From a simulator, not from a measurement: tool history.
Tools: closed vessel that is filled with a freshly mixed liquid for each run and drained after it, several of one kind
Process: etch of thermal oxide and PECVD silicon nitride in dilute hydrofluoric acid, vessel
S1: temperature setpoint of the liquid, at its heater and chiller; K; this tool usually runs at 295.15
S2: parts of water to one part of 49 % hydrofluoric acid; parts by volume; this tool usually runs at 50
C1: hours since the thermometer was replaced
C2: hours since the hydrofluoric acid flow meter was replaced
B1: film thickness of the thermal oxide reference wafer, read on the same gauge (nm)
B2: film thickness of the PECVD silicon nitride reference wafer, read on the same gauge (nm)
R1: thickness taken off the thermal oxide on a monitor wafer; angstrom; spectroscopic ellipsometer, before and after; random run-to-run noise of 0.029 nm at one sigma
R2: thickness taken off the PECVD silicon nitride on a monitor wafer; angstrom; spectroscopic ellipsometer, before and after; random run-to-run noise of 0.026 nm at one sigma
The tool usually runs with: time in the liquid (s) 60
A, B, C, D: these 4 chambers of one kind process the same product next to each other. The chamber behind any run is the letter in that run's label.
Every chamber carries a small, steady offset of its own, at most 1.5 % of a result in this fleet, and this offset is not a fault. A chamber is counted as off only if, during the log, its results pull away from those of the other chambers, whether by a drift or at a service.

run 1D day=0.425 | S1=295.15 S2=50 time_in_the_liquid_(s)=60 | C1=54.2 C2=413.7 | B1=150.01 B2=40.007 | R1=53.662 R2=21.845
run 2B day=0.917 | S1=295.15 S2=50 time_in_the_liquid_(s)=60 | C1=1609.1 C2=872.4 | B1=149.96 B2=39.983 | R1=53.782 R2=21.174
run 3C day=1.458 | S1=295.15 S2=50 time_in_the_liquid_(s)=60 | C1=1812.3 C2=316.9 | B1=149.97 B2=40.002 | R1=53.952 R2=21.521
run 4A day=1.904 | S1=295.15 S2=50 time_in_the_liquid_(s)=60 | C1=1080.4 C2=1767.2 | B1=149.99 B2=39.972 | R1=54.088 R2=21.461
run 5A day=2.25 | S1=295.15 S2=50 time_in_the_liquid_(s)=60 | C1=1088.7 C2=1775.5 | B1=150.02 B2=39.987 | R1=53.614 R2=22.05
run 6C day=2.867 | S1=295.15 S2=50 time_in_the_liquid_(s)=60 | C1=1846.1 C2=350.7 | B1=150.01 B2=39.993 | R1=53.382 R2=21.606
run 7B day=3.171 | S1=292.15 S2=30 time_in_the_liquid_(s)=60 | C1=1663.2 C2=926.5 | B1=150.01 B2=40.015 | R1=80.328 R2=28.217
run 8D day=3.612 | S1=292.15 S2=30 time_in_the_liquid_(s)=60 | C1=130.7 C2=490.2 | B1=150.05 B2=39.961 | R1=80.84 R2=28.432
run 9C day=3.921 | S1=292.15 S2=30 time_in_the_liquid_(s)=60 | C1=1871.4 C2=376 | B1=150.03 B2=40.032 | R1=80.902 R2=28.498
run 10D day=4.304 | S1=292.15 S2=30 time_in_the_liquid_(s)=60 | C1=147.3 C2=506.8 | B1=150 B2=40.01 | R1=80.704 R2=28.302
run 11A day=4.9 | S1=295.15 S2=50 time_in_the_liquid_(s)=60 | C1=1152.3 C2=1839.1 | B1=150.01 B2=39.996 | R1=54.202 R2=20.946
run 12B day=5.312 | S1=295.15 S2=50 time_in_the_liquid_(s)=60 | C1=1714.6 C2=977.9 | B1=149.97 B2=39.982 | R1=53.454 R2=21.523
run 13A day=5.725 | S1=295.15 S2=50 time_in_the_liquid_(s)=60 | C1=1172.1 C2=1858.9 | B1=150.03 B2=39.97 | R1=54.311 R2=21.346
run 14B day=6.333 | S1=295.15 S2=50 time_in_the_liquid_(s)=60 | C1=1739.1 C2=1002.4 | B1=150.02 B2=39.99 | R1=53.608 R2=21.443
run 15D day=6.679 | S1=295.15 S2=50 time_in_the_liquid_(s)=60 | C1=204.3 C2=563.8 | B1=150.05 B2=39.985 | R1=53.047 R2=21.541
run 16C day=7.096 | S1=295.15 S2=50 time_in_the_liquid_(s)=60 | C1=1947.6 C2=452.2 | B1=150.03 B2=39.981 | R1=54.023 R2=21.383
run 17A day=7.617 | S1=295.15 S2=50 time_in_the_liquid_(s)=60 | C1=1217.5 C2=1904.3 | B1=150.03 B2=40.044 | R1=54.185 R2=21.417
run 18C day=8.029 | S1=295.15 S2=50 time_in_the_liquid_(s)=60 | C1=1970 C2=474.6 | B1=150.01 B2=39.976 | R1=53.515 R2=21.624
run 19B day=8.462 | S1=295.15 S2=50 time_in_the_liquid_(s)=60 | C1=1790.2 C2=1053.5 | B1=149.99 B2=39.964 | R1=53.498 R2=21.682
run 20D day=8.85 | S1=295.15 S2=50 time_in_the_liquid_(s)=60 | C1=256.4 C2=615.9 | B1=150.02 B2=40.036 | R1=54.035 R2=21.343
run 21D day=9.162 | S1=295.15 S2=50 time_in_the_liquid_(s)=60 | C1=263.9 C2=623.4 | B1=149.98 B2=39.973 | R1=52.748 R2=21.328
run 22C day=9.783 | S1=299.15 S2=50 time_in_the_liquid_(s)=45 | C1=2012.1 C2=516.7 | B1=149.99 B2=40.008 | R1=47.234 R2=21.525
run 23B day=10.321 | S1=299.15 S2=50 time_in_the_liquid_(s)=45 | C1=1834.8 C2=1098.1 | B1=149.99 B2=40.024 | R1=47.87 R2=20.96
run 24A day=10.862 | S1=299.15 S2=50 time_in_the_liquid_(s)=45 | C1=1295.4 C2=1982.2 | B1=150.02 B2=40.014 | R1=47.686 R2=20.982
run 25D day=11.329 | S1=299.15 S2=50 time_in_the_liquid_(s)=45 | C1=315.9 C2=675.4 | B1=150.01 B2=40.011 | R1=47.465 R2=21.165
run 26A day=11.975 | S1=295.15 S2=50 time_in_the_liquid_(s)=60 | C1=1322.1 C2=2008.9 | B1=150.01 B2=39.976 | R1=54.42 R2=21.266
run 27C day=12.358 | S1=295.15 S2=50 time_in_the_liquid_(s)=60 | C1=2073.9 C2=578.5 | B1=150.01 B2=39.993 | R1=53.721 R2=21.447
run 28B day=12.758 | S1=295.15 S2=50 time_in_the_liquid_(s)=60 | C1=1893.3 C2=1156.6 | B1=149.95 B2=39.996 | R1=53.77 R2=21.643
run 29C day=13.071 | S1=295.15 S2=50 time_in_the_liquid_(s)=60 | C1=2091 C2=595.6 | B1=149.99 B2=39.987 | R1=53.889 R2=21.508
run 30B day=13.729 | S1=295.15 S2=50 time_in_the_liquid_(s)=60 | C1=1916.6 C2=1179.9 | B1=150.02 B2=39.992 | R1=54.051 R2=21.934
-- day=13.9 chamber C: thermometer replaced
run 31A day=14.133 | S1=295.15 S2=50 time_in_the_liquid_(s)=60 | C1=1373.9 C2=2060.7 | B1=149.96 B2=40 | R1=54.313 R2=21.353
run 32D day=14.462 | S1=295.15 S2=50 time_in_the_liquid_(s)=60 | C1=391.1 C2=750.6 | B1=149.96 B2=40 | R1=53.655 R2=20.963
run 33A day=14.871 | S1=295.15 S2=50 time_in_the_liquid_(s)=60 | C1=1391.6 C2=2078.4 | B1=150.02 B2=39.975 | R1=54.353 R2=21.443
run 34C day=15.35 | S1=295.15 S2=50 time_in_the_liquid_(s)=80 | C1=34.9 C2=650.3 | B1=149.96 B2=39.968 | R1=72.417 R2=28.854
run 35D day=15.654 | S1=295.15 S2=50 time_in_the_liquid_(s)=80 | C1=419.7 C2=779.2 | B1=150.02 B2=39.977 | R1=71.156 R2=28.129

Each of the 4 chambers runs these same settings next. Fill in every chamber's results:
run 36A day=16.129 | S1=295.15 S2=50 time_in_the_liquid_(s)=40 | R1=? R2=?
run 36B day=16.129 | S1=295.15 S2=50 time_in_the_liquid_(s)=40 | R1=? R2=?
run 36C day=16.129 | S1=295.15 S2=50 time_in_the_liquid_(s)=40 | R1=? R2=?
run 36D day=16.129 | S1=295.15 S2=50 time_in_the_liquid_(s)=40 | R1=? R2=?

run=36A R1=35.99 R2=14.33
run=36B R1=35.644 R2=14.691
run=36C R1=35.345 R2=14.137
run=36D R1=35.741 R2=14.134

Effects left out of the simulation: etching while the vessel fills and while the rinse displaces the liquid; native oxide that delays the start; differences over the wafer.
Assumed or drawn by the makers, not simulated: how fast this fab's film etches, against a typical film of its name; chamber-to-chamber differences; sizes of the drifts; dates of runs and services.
